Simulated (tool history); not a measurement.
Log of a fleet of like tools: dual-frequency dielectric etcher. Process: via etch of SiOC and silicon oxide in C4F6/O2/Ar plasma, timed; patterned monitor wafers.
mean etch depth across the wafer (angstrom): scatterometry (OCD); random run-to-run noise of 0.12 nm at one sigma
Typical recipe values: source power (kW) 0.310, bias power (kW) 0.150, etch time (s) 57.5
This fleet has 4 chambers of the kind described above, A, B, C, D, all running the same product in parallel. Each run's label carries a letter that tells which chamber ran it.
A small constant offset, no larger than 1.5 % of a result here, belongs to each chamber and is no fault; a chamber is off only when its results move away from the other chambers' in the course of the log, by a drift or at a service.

| run | hour | source power (kW) | bias power (kW) | etch time (s) | read-back reference wafer on the same gauge, depth_nm | mean etch depth across the wafer (angstrom) |
|---|---|---|---|---|---|---|
| 1A | 9.8 | 0.310 | 0.150 | 57.5 | 63.872 | 550.81 |
| 2D | 20.4 | 0.310 | 0.150 | 57.5 | 63.890 | 556.86 |
| 3C | 34.1 | 0.310 | 0.150 | 57.5 | 63.900 | 548.62 |
| 4B | 40.6 | 0.310 | 0.150 | 57.5 | 63.863 | 558.46 |
| 5A | 46.6 | 0.310 | 0.150 | 57.5 | 63.908 | 553.46 |
| 6C | 59.4 | 0.310 | 0.150 | 57.5 | 63.937 | 550.00 |
| 7B | 67.4 | 0.310 | 0.150 | 57.5 | 63.897 | 558.80 |
| 8D | 80.3 | 0.310 | 0.150 | 57.5 | 63.882 | 557.79 |
| 9A | 88.3 | 0.310 | 0.150 | 57.5 | 63.902 | 554.15 |
| 10D | 100.0 | 0.310 | 0.150 | 57.5 | 63.945 | 556.72 |
| 11B | 109.0 | 0.310 | 0.150 | 57.5 | 63.889 | 558.33 |
| 12C | 121.7 | 0.310 | 0.150 | 57.5 | 63.885 | 546.29 |
| 13B | 128.7 | 0.310 | 0.150 | 57.5 | 63.889 | 556.89 |
| 14A | 142.0 | 0.340 | 0.186 | 57.5 | 63.888 | 615.55 |
| 15D | 153.8 | 0.340 | 0.186 | 57.5 | 63.884 | 617.85 |
| 16C | 163.2 | 0.340 | 0.186 | 57.5 | 63.908 | 609.54 |
| 17D | 169.7 | 0.340 | 0.186 | 57.5 | 63.900 | 617.76 |
| 18B | 183.2 | 0.310 | 0.150 | 57.5 | 63.874 | 559.05 |
| 19C | 190.2 | 0.310 | 0.150 | 57.5 | 63.895 | 549.36 |
| 20A | 196.2 | 0.310 | 0.150 | 57.5 | 63.915 | 552.48 |
| 21D | 209.8 | 0.310 | 0.150 | 57.5 | 63.916 | 556.98 |
| 22C | 217.8 | 0.310 | 0.150 | 57.5 | 63.880 | 549.00 |
|  | 228.6 | chamber A: wet clean of the chamber |
| 23B | 230.4 | 0.310 | 0.150 | 57.5 | 63.907 | 556.73 |
| 24A | 243.1 | 0.310 | 0.150 | 57.5 | 63.895 | 539.88 |
| 25D | 251.1 | 0.310 | 0.150 | 57.5 | 63.905 | 554.91 |
| 26A | 260.3 | 0.310 | 0.150 | 57.5 | 63.917 | 537.72 |
|  | 270.0 | chamber C: wet clean of the chamber |
| 27C | 273.2 | 0.310 | 0.150 | 57.5 | 63.878 | 548.14 |
| 28B | 281.6 | 0.310 | 0.150 | 57.5 | 63.904 | 559.60 |
| 29D | 292.9 | 0.310 | 0.150 | 57.5 | 63.885 | 555.96 |
| 30B | 304.3 | 0.310 | 0.150 | 57.5 | 63.906 | 557.64 |
| 31A | 317.7 | 0.310 | 0.150 | 57.5 | 63.881 | 539.11 |
| 32C | 328.3 | 0.310 | 0.150 | 57.5 | 63.908 | 549.90 |
| 33D | 339.7 | 0.340 | 0.150 | 57.5 | 63.916 | 577.12 |
| 34A | 351.3 | 0.340 | 0.150 | 57.5 | 63.881 | 558.38 |
| 35C | 360.1 | 0.340 | 0.150 | 57.5 | 63.905 | 567.56 |
| 36B | 368.2 | 0.340 | 0.150 | 57.5 | 63.915 | 577.94 |
| 37C | 377.4 | 0.310 | 0.150 | 57.5 | 63.881 | 547.35 |
| 38A | 389.6 | 0.310 | 0.150 | 57.5 | 63.900 | 539.57 |

Has any chamber moved away from the others, gradually or after a service, or does the common gauge drift, or do the chambers differ only by their own small steady offsets? State the chamber and the most likely cause if one applies.

Chamber A has stood off from the others ever since a service on it.
What lies behind it: etch rate under this chamber's usual, % = 2.69.

Which of the 4 candidates below, each the usual settings with something changed and its results left as question marks, puts chamber A back in line with what the other chambers give on the usual settings?
In line means no further than this from the other chambers' mean on the usual settings: mean etch depth across the wafer (angstrom) 4.40
| 39A-1 | 399.5 | 0.270 | 0.150 | 57.5 |  | ? |
| 39A-2 | 399.5 | 0.310 | 0.151 | 59.0 |  | ? |
| 39A-3 | 399.5 | 0.310 | 0.149 | 56.0 |  | ? |
| 39A-4 | 399.5 | 0.310 | 0.174 | 57.5 |  | ? |

The mean the other chambers reach with the usual settings: mean etch depth across the wafer (angstrom) 554.43
| run | mean etch depth across the wafer (angstrom) |
|---|---|
| 39A-1 | 512.25 |
| 39A-2 | 555.33 |
| 39A-3 | 524.85 |
| 39A-4 | 566.75 |
The answer is 39A-2, which returns the chamber to within the allowed miss of the others.
